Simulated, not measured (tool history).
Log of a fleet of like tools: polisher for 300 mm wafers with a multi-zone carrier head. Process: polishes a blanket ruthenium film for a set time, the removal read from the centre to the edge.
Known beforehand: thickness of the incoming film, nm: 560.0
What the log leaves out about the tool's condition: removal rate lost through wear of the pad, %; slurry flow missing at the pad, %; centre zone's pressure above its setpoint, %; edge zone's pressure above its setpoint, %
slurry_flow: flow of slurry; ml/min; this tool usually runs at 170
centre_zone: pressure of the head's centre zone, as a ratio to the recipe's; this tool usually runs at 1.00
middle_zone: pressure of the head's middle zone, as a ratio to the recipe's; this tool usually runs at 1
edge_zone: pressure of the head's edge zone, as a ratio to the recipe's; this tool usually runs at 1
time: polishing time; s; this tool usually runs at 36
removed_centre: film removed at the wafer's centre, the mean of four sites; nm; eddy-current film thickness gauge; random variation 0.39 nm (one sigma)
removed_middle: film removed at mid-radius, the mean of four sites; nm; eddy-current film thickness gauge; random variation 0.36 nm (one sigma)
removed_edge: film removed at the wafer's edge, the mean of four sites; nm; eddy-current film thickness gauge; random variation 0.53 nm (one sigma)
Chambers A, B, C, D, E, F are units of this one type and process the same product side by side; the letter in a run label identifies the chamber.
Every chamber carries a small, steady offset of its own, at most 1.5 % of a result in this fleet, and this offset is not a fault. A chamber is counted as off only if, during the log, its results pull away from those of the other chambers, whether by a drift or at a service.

run     day  slurry_flow  centre_zone  middle_zone  edge_zone  time  wafers polished on this pad  hours since the slurry nozzle was cleaned  hours since the centre zone pressure was calibrated  hours since the edge zone pressure was calibrated  removed_centre  removed_middle  removed_edge
 1E   0.212          170         1.00            1          1    36                          105                                      154.3                                                809.7                                                7.5          36.393          37.017        36.560
      0.262  -- chamber F: edge zone pressure recalibrated
      0.450  -- chamber C: worn pad replaced by a new one
 2C   0.683          170         1.00            1          1    36                           71                                      106.4                                               1125.3                                               55.3          36.614          36.769        37.376
 3F   1.008          170         1.00            1          1    36                          612                                      376.8                                                 26.6                                               17.9          37.434          37.262        37.338
      1.012  -- chamber B: worn pad replaced by a new one
 4A   1.296          170         1.00            1          1    36                          623                                       93.1                                                307.7                                              222.9          37.002          38.022        37.080
      1.562  -- chamber D: worn pad replaced by a new one
 5D   1.562          170         1.00            1          1    36                            0                                      143.2                                                377.7                                              899.5          36.547          36.433        37.123
      1.892  -- chamber F: worn pad replaced by a new one
 6B   1.912          170         1.00            1          1    36                          271                                      320.7                                                416.4                                              184.0          37.920          36.211        36.059
 7D   2.125          170         1.00            1          1    36                          169                                      156.7                                                391.2                                              913.0          36.189          37.015        36.411
      2.200  -- chamber B: centre zone pressure recalibrated
      2.250  -- chamber E: worn pad replaced by a new one
 8C   2.383          170         0.93            1          1    46                          582                                      147.2                                               1166.1                                               96.1          44.007          47.570        47.107
      2.612  -- chamber A: worn pad replaced by a new one
 9F   2.850          170         0.93            1          1    46                          289                                      421.0                                                 70.8                                               62.1          43.275          46.327        47.438
10E   3.146          170         0.93            1          1    46                          270                                      224.7                                                880.1                                               77.9          43.321          46.439        47.053
11A   3.471          170         0.93            1          1    46                          258                                      145.3                                                359.9                                              275.1          43.876          48.296        46.436
      3.533  -- chamber C: centre zone pressure recalibrated
      3.692  -- chamber B: worn pad replaced by a new one
      3.854  -- chamber C: worn pad replaced by a new one
12B   3.858          170         0.93            1          1    46                           51                                      367.4                                                 39.8                                              230.7          43.518          47.034        47.703
13E   4.208          170         0.93            1          1    46                          589                                      250.2                                                905.6                                              103.4          43.104          47.272        46.383
      4.538  -- chamber D: worn pad replaced by a new one
14A   4.646          170         1.00            1          1    36                          611                                      173.5                                                388.1                                              303.3          36.727          37.624        36.922
      4.688  -- chamber F: worn pad replaced by a new one
      4.696  -- chamber A: slurry nozzle cleaned
15D   5.092          170         1.00            1          1    36                          167                                      227.9                                                462.4                                              984.2          37.219          36.715        36.206
      5.367  -- chamber E: worn pad replaced by a new one
16C   5.404          115         1.00            1          1    36                          466                                      219.7                                                 44.9                                              168.6          33.993          33.768        34.328
      5.421  -- chamber A: worn pad replaced by a new one
17F   5.804          115         1.00            1          1    36                          336                                      491.9                                                141.7                                              133.0          33.512          34.521        35.764
18B   6.200          115         1.00            1          1    36                          755                                      423.6                                                 96.0                                              286.9          34.538          33.926        35.472
      6.554  -- chamber B: worn pad replaced by a new one
19E   6.608          115         1.00            1          1    36                          373                                      307.8                                                963.2                                              161.0          33.944          34.354        35.270
20C   7.012          115         1.00            1          1    36                          949                                      258.3                                                 83.5                                              207.2          33.130          33.564        34.259
      7.233  -- chamber C: worn pad replaced by a new one
21D   7.300          115         1.00            1          1    36                          831                                      280.9                                                515.4                                             1037.2          33.745          34.412        34.943
      7.404  -- chamber F: worn pad replaced by a new one
      7.433  -- chamber D: worn pad replaced by a new one
22A   7.621          170         1.00            1          1    36                          662                                       70.2                                                459.5                                              374.7          36.696          37.022        37.453
23F   7.862          170         1.00            1          1    36                          138                                      541.3                                                191.1                                              182.4          36.610          37.875        36.931
      7.958  -- chamber E: worn pad replaced by a new one
24B   8.275          170         1.00            1          1    32                          517                                      473.4                                                145.8                                              336.7          33.259          32.075        33.257
      8.288  -- chamber A: edge zone pressure recalibrated
25E   8.575          170         1.00            1          1    32                          186                                      355.0                                               1010.4                                              208.2          32.887          33.088        33.148
      8.825  -- chamber A: worn pad replaced by a new one
26C   8.883          170         1.00            1          1    32                          496                                      303.2                                                128.4                                              252.1          33.151          33.018        33.030
      8.988  -- chamber F: slurry nozzle cleaned
      9.283  -- chamber D: slurry nozzle cleaned
27A   9.333          170         1.00            1          1    32                          153                                      111.3                                                500.6                                               25.2          33.189          33.249        31.958
      9.642  -- chamber B: worn pad replaced by a new one
28D   9.742          170         1.00            1          1    32                          695                                       11.0                                                574.0                                             1095.8          32.536          32.005        32.230
29F   9.988          170         1.00            1          1    32                          777                                       24.1                                                242.1                                              233.4          32.823          33.017        33.250
     10.046  -- chamber D: worn pad replaced by a new one
     10.396  -- chamber C: worn pad replaced by a new one
30B  10.475          170         1.00            1          1    36                          250                                      526.2                                                198.6                                              389.5          36.599          36.144        37.197
     10.792  -- chamber F: worn pad replaced by a new one
31B  10.862          225         1.00            1          1    36                          367                                      535.5                                                207.9                                              398.8          39.082          37.753        38.028
     10.983  -- chamber E: worn pad replaced by a new one
32C  11.254          225         1.00            1          1    36                          259                                      360.1                                                185.3                                              309.0          38.203          38.824        38.569
33E  11.621          225         1.00            1          1    36                          191                                      428.1                                               1083.5                                              281.3          38.204          38.229        37.787
34D  11.854          225         1.00            1          1    36                          544                                       61.7                                                624.7                                             1146.5          38.906          38.140        38.213
     12.075  -- chamber A: worn pad replaced by a new one
35A  12.262          225         1.00            1          1    36                           57                                      181.6                                                570.9                                               95.5          38.895          38.691        38.253
36F  12.483          225         1.00            1          1    36                          509                                       84.0                                                302.0                                              293.3          38.910          38.294        38.298
     12.638  -- chamber D: worn pad replaced by a new one
37D  12.754          170         1.00            1          1    36                           35                                       83.3                                                646.3                                             1168.1          36.307          36.838        37.572
38F  13.150          170         1.00            1          1    36                          710                                      100.0                                                318.0                                              309.3          37.258          37.329        36.973
39E  13.633          170         1.00            1          1    36                          797                                      476.4                                               1131.8                                              329.6          36.382          36.823        36.954
40C  13.938          200         1.00            1          1    43                         1066                                      424.5                                                249.7                                              373.4          45.079          45.462        44.710

Is one chamber off against the others, does the gauge drift, or is nothing wrong? If a chamber is off, say which, and what the likeliest cause is.

The fleet is healthy, with each chamber sitting at its usual small offset and no drift in the gauge.

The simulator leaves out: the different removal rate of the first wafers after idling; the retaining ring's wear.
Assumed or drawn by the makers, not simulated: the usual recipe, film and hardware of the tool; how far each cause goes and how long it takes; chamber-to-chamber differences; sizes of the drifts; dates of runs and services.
